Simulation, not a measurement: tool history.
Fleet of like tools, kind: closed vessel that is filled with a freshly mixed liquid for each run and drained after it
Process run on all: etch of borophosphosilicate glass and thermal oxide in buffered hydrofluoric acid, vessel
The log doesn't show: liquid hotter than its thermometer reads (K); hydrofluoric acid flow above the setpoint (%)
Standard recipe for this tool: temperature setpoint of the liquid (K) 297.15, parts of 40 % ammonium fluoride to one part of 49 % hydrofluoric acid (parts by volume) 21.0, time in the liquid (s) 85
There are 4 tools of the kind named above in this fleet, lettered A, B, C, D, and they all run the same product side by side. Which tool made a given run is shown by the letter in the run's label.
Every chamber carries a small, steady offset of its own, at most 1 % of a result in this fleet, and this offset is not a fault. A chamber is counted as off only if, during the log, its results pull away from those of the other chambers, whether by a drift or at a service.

| run | hour | temperature setpoint of the liquid (K) | parts of 40 % ammonium fluoride to one part of 49 % hydrofluoric acid (parts by volume) | time in the liquid (s) | hours since the thermometer was replaced | hours since the hydrofluoric acid flow meter was replaced | read-back film thickness of the borophosphosilicate glass reference wafer, read on the same gauge (nm) | read-back film thickness of the thermal oxide reference wafer, read on the same gauge (nm) | thickness taken off the borophosphosilicate glass on a monitor wafer (Å) | thickness taken off the thermal oxide on a monitor wafer (Å) |
|---|---|---|---|---|---|---|---|---|---|---|
| 1D | 6.2 | 297.15 | 21.0 | 85 | 1067.7 | 581.4 | 110.00 | 120.02 | 539.98 | 485.31 |
| 2C | 12.1 | 297.15 | 21.0 | 85 | 1112.0 | 243.1 | 109.98 | 119.96 | 536.79 | 491.29 |
| 3A | 21.6 | 297.15 | 21.0 | 85 | 754.8 | 509.0 | 109.99 | 120.05 | 539.34 | 486.44 |
| 4B | 28.3 | 297.15 | 21.0 | 85 | 394.8 | 223.7 | 110.01 | 120.02 | 531.39 | 487.37 |
| 5D | 37.1 | 297.15 | 21.0 | 85 | 1098.6 | 612.3 | 109.98 | 120.02 | 537.14 | 479.60 |
| 6A | 47.4 | 297.15 | 21.0 | 85 | 780.6 | 534.8 | 110.01 | 120.01 | 538.55 | 492.52 |
| 7C | 56.3 | 297.15 | 21.0 | 85 | 1156.2 | 287.3 | 109.98 | 120.01 | 530.47 | 485.37 |
| 8B | 66.8 | 297.15 | 21.0 | 85 | 433.3 | 262.2 | 110.00 | 119.97 | 532.98 | 485.59 |
| 9D | 76.0 | 297.15 | 21.0 | 85 | 1137.5 | 651.2 | 109.99 | 120.00 | 538.34 | 488.23 |
| 10B | 86.1 | 297.15 | 21.0 | 85 | 452.6 | 281.5 | 110.00 | 120.02 | 529.26 | 482.80 |
| 11C | 94.5 | 297.15 | 21.0 | 85 | 1194.4 | 325.5 | 110.00 | 119.99 | 534.70 | 489.14 |
| 12A | 104.0 | 297.15 | 13.5 | 85 | 837.2 | 591.4 | 110.02 | 120.08 | 827.53 | 742.40 |
| 13C | 112.4 | 297.15 | 13.5 | 85 | 1212.3 | 343.4 | 110.02 | 120.01 | 814.24 | 746.66 |
| 14D | 120.0 | 297.15 | 13.5 | 85 | 1181.5 | 695.2 | 110.01 | 120.01 | 827.94 | 736.95 |
| 15B | 130.5 | 297.15 | 13.5 | 85 | 497.0 | 325.9 | 110.00 | 119.96 | 820.58 | 742.92 |
| 16A | 137.6 | 297.15 | 21.0 | 85 | 870.8 | 625.0 | 110.01 | 120.02 | 538.15 | 481.05 |
| 17A | 146.7 | 298.65 | 21.0 | 85 | 879.9 | 634.1 | 110.00 | 120.01 | 591.56 | 521.20 |
| 18D | 156.8 | 298.65 | 21.0 | 85 | 1218.3 | 732.0 | 109.98 | 120.05 | 578.25 | 527.39 |
| 19C | 163.9 | 298.65 | 21.0 | 85 | 1263.8 | 394.9 | 110.00 | 120.02 | 582.41 | 526.36 |
| 20B | 172.3 | 298.65 | 21.0 | 85 | 538.8 | 367.7 | 110.00 | 120.02 | 598.12 | 549.34 |
|  | 179.1 | chamber D: hydrofluoric acid flow meter replaced |
| 21C | 182.6 | 297.15 | 21.0 | 85 | 1282.5 | 413.6 | 110.01 | 119.96 | 532.25 | 483.28 |
| 22D | 189.4 | 297.15 | 21.0 | 85 | 1250.9 | 10.3 | 109.99 | 120.00 | 530.41 | 482.15 |
| 23B | 198.0 | 297.15 | 21.0 | 85 | 564.5 | 393.4 | 109.99 | 119.98 | 566.85 | 508.93 |
| 24A | 205.2 | 297.15 | 21.0 | 85 | 938.4 | 692.6 | 110.00 | 120.00 | 537.66 | 494.20 |
| 25B | 211.1 | 297.15 | 21.0 | 85 | 577.6 | 406.5 | 109.99 | 119.99 | 568.25 | 511.11 |
|  | 216.1 | chamber B: hydrofluoric acid flow meter replaced |
| 26A | 223.0 | 297.15 | 21.0 | 85 | 956.2 | 710.4 | 110.01 | 120.05 | 534.79 | 487.37 |
| 27D | 232.9 | 297.15 | 21.0 | 85 | 1294.4 | 53.8 | 109.99 | 119.99 | 530.07 | 482.44 |
|  | 239.5 | chamber A: hydrofluoric acid flow meter replaced |
| 28C | 243.7 | 297.15 | 21.0 | 85 | 1343.6 | 474.7 | 110.03 | 120.01 | 525.71 | 491.23 |
| 29D | 252.7 | 295.15 | 18.0 | 85 | 1314.2 | 73.6 | 109.97 | 119.99 | 547.23 | 493.74 |
| 30B | 264.4 | 295.15 | 18.0 | 85 | 630.9 | 48.4 | 109.99 | 119.95 | 591.16 | 539.17 |
| 31C | 273.2 | 295.15 | 18.0 | 85 | 1373.1 | 504.2 | 109.97 | 119.97 | 551.27 | 496.19 |
| 32A | 284.4 | 295.15 | 18.0 | 85 | 1017.6 | 45.0 | 109.98 | 119.97 | 558.41 | 502.19 |
| 33A | 294.2 | 297.15 | 21.0 | 85 | 1027.4 | 54.8 | 110.00 | 120.01 | 538.08 | 487.32 |
| 34B | 301.2 | 300.65 | 21.0 | 85 | 667.7 | 85.2 | 109.99 | 120.05 | 717.31 | 650.83 |
| 35C | 313.1 | 300.65 | 21.0 | 85 | 1413.0 | 544.1 | 110.01 | 120.02 | 643.22 | 593.17 |

Next, every chamber runs the same settings. What will each give?
| 36A | 321.7 | 297.15 | 21.0 | 85 |  |  |  |  | ? | ? |
| 36B | 321.7 | 297.15 | 21.0 | 85 |  |  |  |  | ? | ? |
| 36C | 321.7 | 297.15 | 21.0 | 85 |  |  |  |  | ? | ? |
| 36D | 321.7 | 297.15 | 21.0 | 85 |  |  |  |  | ? | ? |

| run | thickness taken off the borophosphosilicate glass on a monitor wafer (Å) | thickness taken off the thermal oxide on a monitor wafer (Å) |
|---|---|---|
| 36A | 529.73 | 485.37 |
| 36B | 597.25 | 548.10 |
| 36C | 524.21 | 486.09 |
| 36D | 530.47 | 482.83 |
